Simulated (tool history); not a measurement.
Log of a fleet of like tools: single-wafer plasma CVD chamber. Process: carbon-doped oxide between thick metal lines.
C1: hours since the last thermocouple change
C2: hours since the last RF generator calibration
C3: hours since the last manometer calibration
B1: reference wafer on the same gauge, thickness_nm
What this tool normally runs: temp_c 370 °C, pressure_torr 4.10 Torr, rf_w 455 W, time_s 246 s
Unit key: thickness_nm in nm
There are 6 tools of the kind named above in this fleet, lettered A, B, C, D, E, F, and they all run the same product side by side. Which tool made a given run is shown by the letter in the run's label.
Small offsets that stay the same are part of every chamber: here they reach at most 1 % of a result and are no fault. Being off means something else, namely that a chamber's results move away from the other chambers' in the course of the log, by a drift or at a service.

Run 1A, hour 8.8: usual settings; C1 1483.5; C2 691.1; C3 168.3; B1 1200.1. Result: thickness_nm 1095.80 nm.
Run 2B, hour 24.3: usual settings; C1 1944.6; C2 1274.6; C3 1156.0; B1 1200.3. Result: thickness_nm 1087.80 nm.
Run 3D, hour 36.8: usual settings; C1 948.8; C2 854.8; C3 932.7; B1 1198.8. Result: thickness_nm 1066.20 nm.
Run 4E, hour 44.7: usual settings; C1 2039.1; C2 124.6; C3 506.6; B1 1198.9. Result: thickness_nm 1084.70 nm.
Run 5F, hour 59.0: usual settings; C1 1150.1; C2 2064.4; C3 608.6; B1 1199.3. Result: thickness_nm 1089.20 nm.
Run 6C, hour 66.5: usual settings; C1 308.3; C2 339.7; C3 1779.7; B1 1199.7. Result: thickness_nm 1085.50 nm.
Run 7A, hour 76.2: usual settings; C1 1550.9; C2 758.5; C3 235.7; B1 1200.7. Result: thickness_nm 1080.90 nm.
At hour 76.4: chamber D: capacitance manometer re-zeroed and calibrated.
Run 8B, hour 91.2: usual settings; C1 2011.5; C2 1341.5; C3 1222.9; B1 1198.2. Result: thickness_nm 1091.80 nm.
Run 9F, hour 102.3: usual settings; C1 1193.4; C2 2107.7; C3 651.9; B1 1199.6. Result: thickness_nm 1084.80 nm.
Run 10E, hour 113.8: usual settings; C1 2108.2; C2 193.7; C3 575.7; B1 1200.2. Result: thickness_nm 1086.70 nm.
At hour 115.3: chamber A: thermocouple changed; heater temperature recalibrated.
Run 11D, hour 125.8: usual settings but temp_c 381 °C, time_s 230 s; C1 1037.8; C2 943.8; C3 49.5; B1 1199.4. Result: thickness_nm 978.81 nm.
Run 12C, hour 134.1: usual settings but temp_c 381 °C, time_s 230 s; C1 375.9; C2 407.3; C3 1847.3; B1 1200.4. Result: thickness_nm 981.99 nm.
Run 13D, hour 149.6: usual settings but temp_c 381 °C, time_s 230 s; C1 1061.6; C2 967.6; C3 73.3; B1 1199.7. Result: thickness_nm 976.91 nm.
Run 14E, hour 156.8: usual settings but temp_c 381 °C, time_s 230 s; C1 2151.2; C2 236.7; C3 618.7; B1 1201.3. Result: thickness_nm 996.81 nm.
Run 15A, hour 166.2: usual settings but temp_c 381 °C, time_s 230 s; C1 50.9; C2 848.5; C3 325.7; B1 1199.1. Result: thickness_nm 996.35 nm.
Run 16C, hour 174.3: usual settings but temp_c 381 °C, time_s 230 s; C1 416.1; C2 447.5; C3 1887.5; B1 1199.9. Result: thickness_nm 985.47 nm.
Run 17F, hour 187.2: usual settings; C1 1278.3; C2 2192.6; C3 736.8; B1 1200.3. Result: thickness_nm 1075.00 nm.
Run 18B, hour 201.6: usual settings; C1 2121.9; C2 1451.9; C3 1333.3; B1 1200.1. Result: thickness_nm 1085.40 nm.
At hour 206.2: chamber B: RF generator calibrated.
Run 19B, hour 214.2: usual settings; C1 2134.5; C2 8.1; C3 1345.9; B1 1199.7. Result: thickness_nm 1081.10 nm.
Run 20A, hour 221.9: usual settings; C1 106.6; C2 904.2; C3 381.4; B1 1198.7. Result: thickness_nm 1086.80 nm.
Run 21F, hour 231.8: usual settings; C1 1322.9; C2 2237.2; C3 781.4; B1 1199.7. Result: thickness_nm 1083.10 nm.
Run 22D, hour 244.1: usual settings; C1 1156.1; C2 1062.1; C3 167.8; B1 1197.6. Result: thickness_nm 1055.50 nm.
Run 23C, hour 254.5: usual settings; C1 496.3; C2 527.7; C3 1967.7; B1 1199.8. Result: thickness_nm 1083.00 nm.
Run 24E, hour 264.3: usual settings; C1 2258.7; C2 344.2; C3 726.2; B1 1198.6. Result: thickness_nm 1086.40 nm.
Run 25E, hour 274.4: usual settings but temp_c 356 °C; C1 2268.8; C2 354.3; C3 736.3; B1 1200.5. Result: thickness_nm 1117.50 nm.
Run 26D, hour 281.9: usual settings but temp_c 356 °C; C1 1193.9; C2 1099.9; C3 205.6; B1 1201.4. Result: thickness_nm 1086.00 nm.
Run 27B, hour 289.8: usual settings but temp_c 356 °C; C1 2210.1; C2 83.7; C3 1421.5; B1 1200.7. Result: thickness_nm 1113.10 nm.
Run 28F, hour 303.5: usual settings but temp_c 356 °C; C1 1394.6; C2 2308.9; C3 853.1; B1 1198.9. Result: thickness_nm 1121.60 nm.
Run 29A, hour 315.8: usual settings but temp_c 356 °C; C1 200.5; C2 998.1; C3 475.3; B1 1198.4. Result: thickness_nm 1125.30 nm.
Run 30C, hour 326.1: usual settings but temp_c 356 °C; C1 567.9; C2 599.3; C3 2039.3; B1 1199.7. Result: thickness_nm 1115.60 nm.
Run 31B, hour 340.7: usual settings; C1 2261.0; C2 134.6; C3 1472.4; B1 1199.9. Result: thickness_nm 1088.40 nm.
Run 32C, hour 348.8: usual settings; C1 590.6; C2 622.0; C3 2062.0; B1 1201.6. Result: thickness_nm 1086.90 nm.
Run 33A, hour 356.7: usual settings; C1 241.4; C2 1039.0; C3 516.2; B1 1199.4. Result: thickness_nm 1089.80 nm.
At hour 367.1: chamber D: thermocouple changed; heater temperature recalibrated.
Run 34E, hour 370.1: usual settings but pressure_torr 3.44 Torr; C1 2364.5; C2 450.0; C3 832.0; B1 1200.3. Result: thickness_nm 1062.70 nm.
Run 35D, hour 385.5: usual settings but pressure_torr 3.44 Torr; C1 18.5; C2 1203.5; C3 309.2; B1 1200.9. Result: thickness_nm 1015.00 nm.
Run 36F, hour 393.6: usual settings but pressure_torr 3.44 Torr; C1 1484.7; C2 2399.0; C3 943.2; B1 1199.8. Result: thickness_nm 1053.70 nm.
Run 37A, hour 409.4: usual settings but pressure_torr 3.44 Torr; C1 294.1; C2 1091.7; C3 568.9; B1 1199.7. Result: thickness_nm 1066.00 nm.
Run 38D, hour 420.1: usual settings but pressure_torr 3.44 Torr; C1 53.1; C2 1238.1; C3 343.8; B1 1200.3. Result: thickness_nm 1008.10 nm.
Run 39F, hour 433.7: usual settings but pressure_torr 3.44 Torr; C1 1524.8; C2 2439.1; C3 983.3; B1 1200.2. Result: thickness_nm 1063.60 nm.
Run 40B, hour 441.3: usual settings; C1 2361.6; C2 235.2; C3 1573.0; B1 1200.6. Result: thickness_nm 1079.70 nm.
Run 41C, hour 453.3: usual settings; C1 695.1; C2 726.5; C3 2166.5; B1 1200.0. Result: thickness_nm 1081.60 nm.
Run 42E, hour 463.0: usual settings; C1 2457.4; C2 542.9; C3 924.9; B1 1199.6. Result: thickness_nm 1082.60 nm.
Run 43C, hour 470.2: usual settings; C1 712.0; C2 743.4; C3 2183.4; B1 1199.8. Result: thickness_nm 1089.20 nm.
Run 44E, hour 478.6: usual settings; C1 2473.0; C2 558.5; C3 940.5; B1 1198.6. Result: thickness_nm 1075.30 nm.

One chamber off, gauge drift, or nothing amiss beyond the chambers' own small offsets? If it is a chamber, which one, and what is the likeliest cause?

It is chamber D that slowly wanders off from its peers.
What lies behind it: delivered RF power below the setpoint (%) = 7.07.

Below are 4 candidate recipes for chamber D's next run, each the usual settings with a change, their results shown as question marks. Which of them brings D's results back in line with what the other chambers give on the usual settings?
In line means no further than this from the other chambers' mean on the usual settings: thickness_nm 19.00 nm
Run 45D-1, hour 489.9: usual settings but temp_c 371 °C, pressure_torr 4.00 Torr, rf_w 420 W. Result: thickness_nm ?.
Run 45D-2, hour 489.9: usual settings but pressure_torr 4.21 Torr, rf_w 490 W. Result: thickness_nm ?.
Run 45D-3, hour 489.9: usual settings but time_s 241 s. Result: thickness_nm ?.
Run 45D-4, hour 489.9: usual settings but pressure_torr 4.11 Torr, rf_w 460 W, time_s 249 s. Result: thickness_nm ?.

Average result of the remaining chambers running the usual settings: thickness_nm 1082.90 nm
  run  thickness_nm
45D-1        957.52
45D-2       1079.40
45D-3        999.09
45D-4       1040.70
It is 45D-2 that realigns the chamber with its peers.
